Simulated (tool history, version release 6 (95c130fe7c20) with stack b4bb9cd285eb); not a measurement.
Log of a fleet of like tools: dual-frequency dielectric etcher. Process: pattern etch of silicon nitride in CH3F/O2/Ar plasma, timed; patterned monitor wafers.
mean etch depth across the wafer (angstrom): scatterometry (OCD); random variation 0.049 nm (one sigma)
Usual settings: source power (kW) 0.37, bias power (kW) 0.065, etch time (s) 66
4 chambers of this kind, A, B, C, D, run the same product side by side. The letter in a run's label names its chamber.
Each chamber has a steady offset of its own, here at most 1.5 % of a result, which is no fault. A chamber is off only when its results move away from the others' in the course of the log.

| run | hour | source power (kW) | bias power (kW) | etch time (s) | hours since the last wet clean | hours since the last source power generator calibration | hours since the last bias power generator calibration | read-back reference wafer on the same gauge, depth_nm | mean etch depth across the wafer (angstrom) |
|---|---|---|---|---|---|---|---|---|---|
| 1D | 7 | 0.37 | 0.065 | 66 | 195.6 | 1372.9 | 1407.6 | 42.8 | 434.38 |
| 2B | 20 | 0.37 | 0.065 | 66 | 370.7 | 1498.6 | 2380.2 | 42.814 | 433.03 |
| 3C | 29 | 0.37 | 0.065 | 66 | 38.1 | 703.9 | 1912.7 | 42.817 | 435.21 |
| 4A | 35.8 | 0.37 | 0.065 | 66 | 120.2 | 607.8 | 1599.3 | 42.823 | 428.08 |
| 5C | 46.5 | 0.37 | 0.065 | 66 | 55.6 | 721.4 | 1930.2 | 42.821 | 436.41 |
| 6A | 54.2 | 0.37 | 0.065 | 66 | 138.6 | 626.2 | 1617.7 | 42.825 | 428.43 |
| 7D | 65 | 0.37 | 0.065 | 66 | 253.6 | 1430.9 | 1465.6 | 42.839 | 434.07 |
| 8B | 72 | 0.37 | 0.065 | 66 | 422.7 | 1550.6 | 2432.2 | 42.844 | 432.83 |
| 9A | 78.2 | 0.37 | 0.065 | 66 | 162.6 | 650.2 | 1641.7 | 42.832 | 429.3 |
| 10C | 86.8 | 0.37 | 0.065 | 66 | 95.9 | 761.7 | 1970.5 | 42.845 | 435.74 |
| 11D | 98.4 | 0.37 | 0.065 | 66 | 287 | 1464.3 | 1499 | 42.853 | 434.71 |
| 12B | 105.3 | 0.37 | 0.065 | 66 | 456 | 1583.9 | 2465.5 | 42.852 | 432.91 |
| 13C | 113.1 | 0.37 | 0.065 | 66 | 122.2 | 788 | 1996.8 | 42.877 | 436.42 |
| 14B | 124 | 0.37 | 0.065 | 66 | 474.7 | 1602.6 | 2484.2 | 42.878 | 432.77 |
| 15D | 130.4 | 0.37 | 0.065 | 66 | 319 | 1496.3 | 1531 | 42.869 | 434.8 |
| 16A | 137.7 | 0.37 | 0.065 | 66 | 222.1 | 709.7 | 1701.2 | 42.88 | 429.29 |
| 17D | 145 | 0.37 | 0.065 | 66 | 333.6 | 1510.9 | 1545.6 | 42.873 | 434.11 |
| 18C | 151.6 | 0.37 | 0.065 | 66 | 160.7 | 826.5 | 2035.3 | 42.881 | 435.85 |
| 19B | 158.4 | 0.37 | 0.065 | 66 | 509.1 | 1637 | 2518.6 | 42.89 | 433.79 |
| 20A | 170.7 | 0.37 | 0.065 | 66 | 255.1 | 742.7 | 1734.2 | 42.882 | 429.58 |
| 21A | 179.5 | 0.37 | 0.065 | 66 | 263.9 | 751.5 | 1743 | 42.911 | 429.65 |
| 22D | 188.4 | 0.37 | 0.065 | 66 | 377 | 1554.3 | 1589 | 42.89 | 436.59 |
|  | 197 | chamber D: wet clean of the chamber |
| 23C | 198.6 | 0.37 | 0.065 | 66 | 207.7 | 873.5 | 2082.3 | 42.903 | 436.65 |
| 24B | 208.5 | 0.37 | 0.065 | 66 | 559.2 | 1687.1 | 2568.7 | 42.911 | 433.66 |
|  | 212.1 | chamber B: wet clean of the chamber |
| 25A | 219.7 | 0.37 | 0.065 | 78 | 304.1 | 791.7 | 1783.2 | 42.915 | 508.22 |
| 26B | 232 | 0.37 | 0.065 | 78 | 19.9 | 1710.6 | 2592.2 | 42.925 | 512.91 |
| 27D | 240.3 | 0.37 | 0.065 | 78 | 43.3 | 1606.2 | 1640.9 | 42.922 | 515.27 |
| 28C | 252.1 | 0.37 | 0.065 | 78 | 261.2 | 927 | 2135.8 | 42.948 | 517.31 |
| 29C | 259.4 | 0.37 | 0.065 | 66 | 268.5 | 934.3 | 2143.1 | 42.933 | 437.35 |
| 30D | 272.6 | 0.31 | 0.065 | 66 | 75.6 | 1638.5 | 1673.2 | 42.952 | 407.08 |
| 31A | 284.2 | 0.31 | 0.065 | 66 | 368.6 | 856.2 | 1847.7 | 42.967 | 402.15 |
| 32B | 296.1 | 0.31 | 0.065 | 66 | 84 | 1774.7 | 2656.3 | 42.954 | 405.48 |
| 33B | 305.2 | 0.31 | 0.065 | 66 | 93.1 | 1783.8 | 2665.4 | 42.973 | 405.1 |
| 34D | 315.6 | 0.37 | 0.065 | 66 | 118.6 | 1681.5 | 1716.2 | 42.985 | 436.09 |
| 35A | 329 | 0.37 | 0.065 | 66 | 413.4 | 901 | 1892.5 | 42.987 | 430.92 |
| 36C | 338.1 | 0.37 | 0.065 | 66 | 347.2 | 1013 | 2221.8 | 42.975 | 437.97 |
| 37B | 345.5 | 0.37 | 0.065 | 66 | 133.4 | 1824.1 | 2705.7 | 42.981 | 434.2 |
| 38D | 357.6 | 0.37 | 0.065 | 66 | 160.6 | 1723.5 | 1758.2 | 42.996 | 436.43 |

What goes on in this fleet: one chamber off, a drifting gauge, or nothing beyond the chambers' own small offsets? Name the chamber and the cause, if any.

The gauge drifts, so all chambers seem to drift together. No chamber is off.
Cause: gauge reads high (%) = 0.469.

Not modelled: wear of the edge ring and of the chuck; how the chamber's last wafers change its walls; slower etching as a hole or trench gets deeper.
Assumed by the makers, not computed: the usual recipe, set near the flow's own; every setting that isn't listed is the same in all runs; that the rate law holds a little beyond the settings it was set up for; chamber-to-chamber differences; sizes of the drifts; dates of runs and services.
